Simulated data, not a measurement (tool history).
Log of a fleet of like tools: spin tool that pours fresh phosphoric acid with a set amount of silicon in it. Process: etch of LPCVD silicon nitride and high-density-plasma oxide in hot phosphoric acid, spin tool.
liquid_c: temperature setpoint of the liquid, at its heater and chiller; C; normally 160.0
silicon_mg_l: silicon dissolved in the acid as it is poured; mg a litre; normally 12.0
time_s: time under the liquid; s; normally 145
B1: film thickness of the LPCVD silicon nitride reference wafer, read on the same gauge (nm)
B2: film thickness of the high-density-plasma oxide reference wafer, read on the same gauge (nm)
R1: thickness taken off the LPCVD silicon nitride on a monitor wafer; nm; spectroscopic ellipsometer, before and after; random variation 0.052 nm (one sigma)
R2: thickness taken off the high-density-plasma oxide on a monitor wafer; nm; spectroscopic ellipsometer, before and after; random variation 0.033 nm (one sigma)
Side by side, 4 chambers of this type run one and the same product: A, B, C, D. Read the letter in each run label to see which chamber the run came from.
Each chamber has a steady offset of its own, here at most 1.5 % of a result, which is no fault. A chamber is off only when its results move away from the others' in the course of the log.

{"run": "1B", "hour": 9.6, "liquid_c": 160.0, "silicon_mg_l": 12.0, "time_s": 145, "B1": 120.0, "B2": 89.998, "R1": 13.964, "R2": 0.30087}
{"run": "2D", "hour": 16.0, "liquid_c": 160.0, "silicon_mg_l": 12.0, "time_s": 145, "B1": 120.0, "B2": 90.026, "R1": 13.809, "R2": 0.39447}
{"run": "3A", "hour": 25.0, "liquid_c": 160.0, "silicon_mg_l": 12.0, "time_s": 145, "B1": 120.03, "B2": 90.02, "R1": 13.897, "R2": 0.30929}
{"run": "4C", "hour": 38.2, "liquid_c": 160.0, "silicon_mg_l": 12.0, "time_s": 145, "B1": 120.0, "B2": 89.993, "R1": 14.034, "R2": 0.33754}
{"run": "5B", "hour": 50.6, "liquid_c": 160.0, "silicon_mg_l": 12.0, "time_s": 145, "B1": 120.0, "B2": 89.99, "R1": 14.029, "R2": 0.34967}
{"run": "6D", "hour": 61.1, "liquid_c": 160.0, "silicon_mg_l": 12.0, "time_s": 145, "B1": 119.95, "B2": 90.023, "R1": 13.731, "R2": 0.34066}
{"run": "7A", "hour": 68.2, "liquid_c": 160.0, "silicon_mg_l": 12.0, "time_s": 145, "B1": 119.98, "B2": 90.008, "R1": 13.88, "R2": 0.34072}
{"run": "8C", "hour": 78.3, "liquid_c": 160.0, "silicon_mg_l": 12.0, "time_s": 145, "B1": 120.01, "B2": 90.016, "R1": 14.061, "R2": 0.2861}
{"run": "9A", "hour": 84.5, "liquid_c": 160.0, "silicon_mg_l": 12.0, "time_s": 145, "B1": 119.98, "B2": 89.993, "R1": 13.917, "R2": 0.3337}
{"hour": 95.8, "done": "chamber C: dissolved silicon flow meter replaced"}
{"run": "10C", "hour": 97.6, "liquid_c": 160.0, "silicon_mg_l": 12.0, "time_s": 145, "B1": 119.99, "B2": 89.97, "R1": 13.912, "R2": 0.36499}
{"run": "11D", "hour": 111.4, "liquid_c": 160.0, "silicon_mg_l": 12.0, "time_s": 145, "B1": 119.97, "B2": 89.995, "R1": 13.769, "R2": 0.36844}
{"run": "12B", "hour": 122.4, "liquid_c": 160.0, "silicon_mg_l": 12.0, "time_s": 145, "B1": 120.01, "B2": 90.013, "R1": 13.835, "R2": 0.3083}
{"run": "13D", "hour": 131.6, "liquid_c": 161.0, "silicon_mg_l": 5.5, "time_s": 145, "B1": 120.01, "B2": 89.988, "R1": 14.274, "R2": 0.44348}
{"run": "14B", "hour": 140.5, "liquid_c": 161.0, "silicon_mg_l": 5.5, "time_s": 145, "B1": 119.99, "B2": 90.01, "R1": 14.413, "R2": 0.41587}
{"run": "15A", "hour": 152.2, "liquid_c": 161.0, "silicon_mg_l": 5.5, "time_s": 145, "B1": 120.01, "B2": 89.991, "R1": 14.39, "R2": 0.44414}
{"run": "16C", "hour": 162.1, "liquid_c": 161.0, "silicon_mg_l": 5.5, "time_s": 145, "B1": 120.03, "B2": 89.994, "R1": 14.334, "R2": 0.352}
{"hour": 171.7, "done": "chamber B: dissolved silicon flow meter replaced"}
{"run": "17C", "hour": 175.0, "liquid_c": 160.0, "silicon_mg_l": 12.0, "time_s": 145, "B1": 120.03, "B2": 90.019, "R1": 13.967, "R2": 0.31507}
{"run": "18D", "hour": 184.9, "liquid_c": 160.0, "silicon_mg_l": 12.0, "time_s": 145, "B1": 119.99, "B2": 89.992, "R1": 13.791, "R2": 0.36605}
{"run": "19A", "hour": 194.5, "liquid_c": 160.0, "silicon_mg_l": 12.0, "time_s": 145, "B1": 120.04, "B2": 90.001, "R1": 13.823, "R2": 0.35773}
{"run": "20B", "hour": 204.0, "liquid_c": 160.0, "silicon_mg_l": 12.0, "time_s": 145, "B1": 119.99, "B2": 90.039, "R1": 13.938, "R2": 0.32852}
{"run": "21D", "hour": 215.7, "liquid_c": 158.5, "silicon_mg_l": 21.0, "time_s": 145, "B1": 120.01, "B2": 90.003, "R1": 13.005, "R2": 0.22391}
{"run": "22C", "hour": 225.3, "liquid_c": 158.5, "silicon_mg_l": 21.0, "time_s": 145, "B1": 120.01, "B2": 89.994, "R1": 13.248, "R2": 0.26577}
{"hour": 231.8, "done": "chamber C: heated supply line repaired"}
{"run": "23B", "hour": 236.5, "liquid_c": 158.5, "silicon_mg_l": 21.0, "time_s": 145, "B1": 119.98, "B2": 90.004, "R1": 13.243, "R2": 0.22188}
{"run": "24A", "hour": 249.3, "liquid_c": 158.5, "silicon_mg_l": 21.0, "time_s": 145, "B1": 120.0, "B2": 90.01, "R1": 13.295, "R2": 0.21995}
{"run": "25B", "hour": 260.4, "liquid_c": 160.0, "silicon_mg_l": 12.0, "time_s": 145, "B1": 120.01, "B2": 90.009, "R1": 13.878, "R2": 0.29626}
{"run": "26A", "hour": 270.1, "liquid_c": 160.0, "silicon_mg_l": 12.0, "time_s": 145, "B1": 119.99, "B2": 89.984, "R1": 13.923, "R2": 0.31695}
{"run": "27D", "hour": 280.6, "liquid_c": 160.0, "silicon_mg_l": 12.0, "time_s": 145, "B1": 119.99, "B2": 90.023, "R1": 13.769, "R2": 0.3338}
{"run": "28C", "hour": 291.7, "liquid_c": 160.0, "silicon_mg_l": 12.0, "time_s": 145, "B1": 119.99, "B2": 90.005, "R1": 13.968, "R2": 0.34623}

What goes on in this fleet: one chamber off, a drifting gauge, or nothing beyond the chambers' own small offsets? Name the chamber and the cause, if any.

No chamber is off and the gauge is stable; the differences are just each chamber's small, constant offset.

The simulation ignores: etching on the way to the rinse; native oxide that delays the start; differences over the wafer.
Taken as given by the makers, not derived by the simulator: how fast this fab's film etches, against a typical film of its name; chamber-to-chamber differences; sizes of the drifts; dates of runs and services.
